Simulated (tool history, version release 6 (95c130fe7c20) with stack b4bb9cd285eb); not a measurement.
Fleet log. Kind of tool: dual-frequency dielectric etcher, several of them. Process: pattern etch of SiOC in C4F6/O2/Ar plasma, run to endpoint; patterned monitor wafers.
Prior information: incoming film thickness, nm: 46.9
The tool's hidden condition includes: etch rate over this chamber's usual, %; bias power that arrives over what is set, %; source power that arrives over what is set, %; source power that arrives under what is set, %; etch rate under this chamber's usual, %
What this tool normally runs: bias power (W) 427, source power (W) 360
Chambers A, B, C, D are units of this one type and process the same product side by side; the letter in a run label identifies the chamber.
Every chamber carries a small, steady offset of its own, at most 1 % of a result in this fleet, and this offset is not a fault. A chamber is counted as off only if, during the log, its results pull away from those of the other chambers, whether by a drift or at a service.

run	hour	bias power (W)	source power (W)	hours since the last wet clean	hours since the last bias power generator calibration	hours since the last source power generator calibration	endpoint time (s)
1A	8.5	427	360	167.6	601.8	1499.8	17.257
2B	15.2	427	360	376.6	1190.9	1723.9	17.945
3C	22.5	427	360	239	2004.8	1977.2	17.337
4D	28.4	427	360	344.4	1179.1	1053.2	17.522
5D	35.3	427	360	351.3	1186	1060.1	17.734
6B	40.4	427	360	401.8	1216.1	1749.1	17.688
7C	45.5	427	360	262	2027.8	2000.2	17.412
8A	53.5	427	280	212.6	646.8	1544.8	18.947
9C	60.5	427	280	277	2042.8	2015.2	19.25
10A	69	427	280	228.1	662.3	1560.3	18.858
11D	74.9	427	280	390.9	1225.6	1099.7	19.322
12B	79.5	427	360	440.9	1255.2	1788.2	17.59
13B	87.1	427	360	448.5	1262.8	1795.8	17.574
14D	93.7	427	360	409.7	1244.4	1118.5	17.62
15A	98.4	427	360	257.5	691.7	1589.7	17.035
16C	104.7	427	360	321.2	2087	2059.4	17.776
17A	110.2	427	360	269.3	703.5	1601.5	17.263
18D	118.3	427	360	434.3	1269	1143.1	17.5
19B	125.1	427	360	486.5	1300.8	1833.8	17.735
20C	132.7	427	360	349.2	2115	2087.4	17.757
21B	140.3	427	360	501.7	1316	1849	17.548
22C	145.7	427	360	362.2	2128	2100.4	17.822
23A	150.5	427	360	309.6	743.8	1641.8	17.21
24D	155	427	360	471	1305.7	1179.8	17.359
25B	160.1	427	360	521.5	1335.8	1868.8	17.901
26C	167.8	427	360	384.3	2150.1	2122.5	17.928
27A	174.6	427	360	333.7	767.9	1665.9	17.239
28D	183	427	360	499	1333.7	1207.8	17.596
# hour 183.4: chamber B: wet clean of the chamber
29B	188.4	427	360	5	1364.1	1897.1	17.494
30A	192.4	327	360	351.5	785.7	1683.7	18.755
# hour 197.8: chamber D: wet clean of the chamber
31D	198.6	327	360	0.8	1349.3	1223.4	19.104
32C	205.8	327	360	422.3	2188.1	2160.5	20.521

One chamber off, gauge drift, or nothing amiss beyond the chambers' own small offsets? If it is a chamber, which one, and what is the likeliest cause?

It is chamber C that slowly wanders off from its peers.
Cause: etch rate under this chamber's usual, % = 5.08.

Here are 4 candidates for chamber C's next run, each the usual settings with a change, their results left as question marks. Which one brings its results back in line with what the others give on the usual settings?
In line means no further than this from the other chambers' mean on the usual settings: endpoint time (s) 0.47
33C-1	211.9	485	360				?
33C-2	211.9	484	410				?
33C-3	211.9	369	360				?
33C-4	211.9	328	360				?

The mean the other chambers reach with the usual settings: endpoint time (s) 17.451
run	endpoint time (s)
33C-1	17.497
33C-2	16.691
33C-3	19.358
33C-4	20.195
The right change is 33C-1: it brings the chamber back within the allowed miss of the others.
